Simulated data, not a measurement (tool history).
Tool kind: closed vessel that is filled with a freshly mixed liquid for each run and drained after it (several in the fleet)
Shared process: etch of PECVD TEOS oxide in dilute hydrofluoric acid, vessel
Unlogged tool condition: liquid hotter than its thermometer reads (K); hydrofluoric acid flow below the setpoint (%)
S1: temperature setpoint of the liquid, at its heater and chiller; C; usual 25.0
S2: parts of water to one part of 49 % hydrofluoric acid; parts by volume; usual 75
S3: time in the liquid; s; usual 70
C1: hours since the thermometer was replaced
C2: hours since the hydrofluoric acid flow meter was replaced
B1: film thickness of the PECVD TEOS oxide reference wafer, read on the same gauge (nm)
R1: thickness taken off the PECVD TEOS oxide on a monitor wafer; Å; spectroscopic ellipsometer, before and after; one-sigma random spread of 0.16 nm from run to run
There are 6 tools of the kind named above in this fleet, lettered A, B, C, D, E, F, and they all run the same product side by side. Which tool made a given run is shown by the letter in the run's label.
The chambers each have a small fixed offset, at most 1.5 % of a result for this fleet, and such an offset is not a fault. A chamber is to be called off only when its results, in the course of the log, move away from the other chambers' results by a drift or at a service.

| run | hour | S1 | S2 | S3 | C1 | C2 | B1 | R1 |
|---|---|---|---|---|---|---|---|---|
| 1B | 6.8 | 25.0 | 75 | 70 | 182.5 | 451.4 | 39.988 | 183.86 |
| 2D | 13.6 | 25.0 | 75 | 70 | 414.9 | 758.6 | 39.997 | 184.97 |
| 3F | 24.5 | 25.0 | 75 | 70 | 1494.9 | 397.2 | 40.010 | 184.86 |
| 4E | 36.4 | 25.0 | 75 | 70 | 70.2 | 1649.5 | 40.012 | 181.08 |
| 5A | 50.3 | 25.0 | 75 | 70 | 1405.5 | 799.0 | 39.997 | 185.00 |
| 6C | 59.2 | 25.0 | 105 | 100 | 1979.0 | 938.3 | 39.993 | 182.73 |
| 7B | 71.5 | 25.0 | 105 | 100 | 247.2 | 516.1 | 39.992 | 180.83 |
| 8E | 81.4 | 25.0 | 105 | 100 | 115.2 | 1694.5 | 40.003 | 177.83 |
| 9D | 93.1 | 25.0 | 105 | 100 | 494.4 | 838.1 | 40.004 | 181.18 |
| 10F | 102.7 | 25.0 | 105 | 100 | 1573.1 | 475.4 | 39.992 | 179.76 |
| 11A | 110.8 | 25.0 | 105 | 100 | 1466.0 | 859.5 | 39.986 | 180.73 |
| 12C | 122.9 | 20.5 | 75 | 95 | 2042.7 | 1002.0 | 39.982 | 214.53 |
| 13E | 130.6 | 20.5 | 75 | 95 | 164.4 | 1743.7 | 39.984 | 204.11 |
| 14B | 138.4 | 20.5 | 75 | 95 | 314.1 | 583.0 | 39.996 | 206.59 |
| 15C | 151.7 | 20.5 | 75 | 95 | 2071.5 | 1030.8 | 39.998 | 211.43 |
|  | 157.5 | chamber D: thermometer replaced |
| 16A | 159.2 | 20.5 | 75 | 95 | 1514.4 | 907.9 | 39.998 | 207.19 |
| 17D | 167.8 | 20.5 | 75 | 95 | 10.3 | 912.8 | 40.004 | 208.54 |
| 18F | 177.8 | 25.0 | 75 | 70 | 1648.2 | 550.5 | 40.024 | 181.45 |
| 19D | 185.1 | 25.0 | 75 | 70 | 27.6 | 930.1 | 39.975 | 185.98 |
| 20A | 192.0 | 25.0 | 75 | 70 | 1547.2 | 940.7 | 39.975 | 186.24 |
| 21B | 198.6 | 27.5 | 75 | 70 | 374.3 | 643.2 | 39.983 | 202.82 |
|  | 207.1 | chamber A: thermometer replaced |
| 22F | 208.8 | 27.5 | 75 | 70 | 1679.2 | 581.5 | 40.019 | 202.08 |
| 23C | 217.3 | 27.5 | 75 | 70 | 2137.1 | 1096.4 | 39.994 | 207.75 |
| 24E | 228.7 | 27.5 | 75 | 70 | 262.5 | 1841.8 | 39.969 | 199.06 |
|  | 233.2 | chamber F: hydrofluoric acid flow meter replaced |
| 25D | 240.4 | 27.5 | 75 | 70 | 82.9 | 985.4 | 40.006 | 201.72 |
| 26B | 249.9 | 27.5 | 75 | 70 | 425.6 | 694.5 | 40.001 | 203.70 |
| 27F | 260.4 | 25.0 | 75 | 70 | 1730.8 | 27.2 | 40.026 | 180.80 |
| 28A | 269.7 | 25.0 | 75 | 70 | 62.6 | 1018.4 | 40.000 | 183.66 |
| 29E | 281.1 | 25.0 | 75 | 70 | 314.9 | 1894.2 | 39.997 | 182.13 |
| 30C | 293.2 | 25.0 | 55 | 70 | 2213.0 | 1172.3 | 39.982 | 261.11 |
| 31B | 304.5 | 25.0 | 55 | 70 | 480.2 | 749.1 | 40.010 | 257.92 |
| 32C | 316.1 | 25.0 | 55 | 70 | 2235.9 | 1195.2 | 39.993 | 256.51 |
| 33D | 328.5 | 25.0 | 55 | 70 | 171.0 | 1073.5 | 39.988 | 258.50 |
| 34E | 340.4 | 25.0 | 55 | 70 | 374.2 | 1953.5 | 40.003 | 257.83 |
| 35F | 353.7 | 25.0 | 55 | 70 | 1824.1 | 120.5 | 40.015 | 255.72 |
| 36A | 362.1 | 25.0 | 75 | 70 | 155.0 | 1110.8 | 40.017 | 184.44 |
| 37A | 372.5 | 25.0 | 75 | 70 | 165.4 | 1121.2 | 40.005 | 182.76 |
| 38B | 385.4 | 25.0 | 75 | 70 | 561.1 | 830.0 | 40.018 | 185.54 |
| 39C | 398.1 | 25.0 | 75 | 70 | 2317.9 | 1277.2 | 40.008 | 186.65 |
| 40D | 411.5 | 25.0 | 75 | 70 | 254.0 | 1156.5 | 40.015 | 188.46 |
| 41F | 423.9 | 25.0 | 105 | 70 | 1894.3 | 190.7 | 40.020 | 126.64 |
| 42E | 433.3 | 25.0 | 105 | 70 | 467.1 | 2046.4 | 40.005 | 124.69 |

Next, all 6 chambers run the settings below, one line each with question marks for the results. What does each chamber give?
| 43A | 443.4 | 22.0 | 75 | 70 |  |  |  | ? |
| 43B | 443.4 | 22.0 | 75 | 70 |  |  |  | ? |
| 43C | 443.4 | 22.0 | 75 | 70 |  |  |  | ? |
| 43D | 443.4 | 22.0 | 75 | 70 |  |  |  | ? |
| 43E | 443.4 | 22.0 | 75 | 70 |  |  |  | ? |
| 43F | 443.4 | 22.0 | 75 | 70 |  |  |  | ? |

| run | R1 |
|---|---|
| 43A | 162.56 |
| 43B | 164.39 |
| 43C | 168.35 |
| 43D | 165.68 |
| 43E | 158.91 |
| 43F | 161.68 |
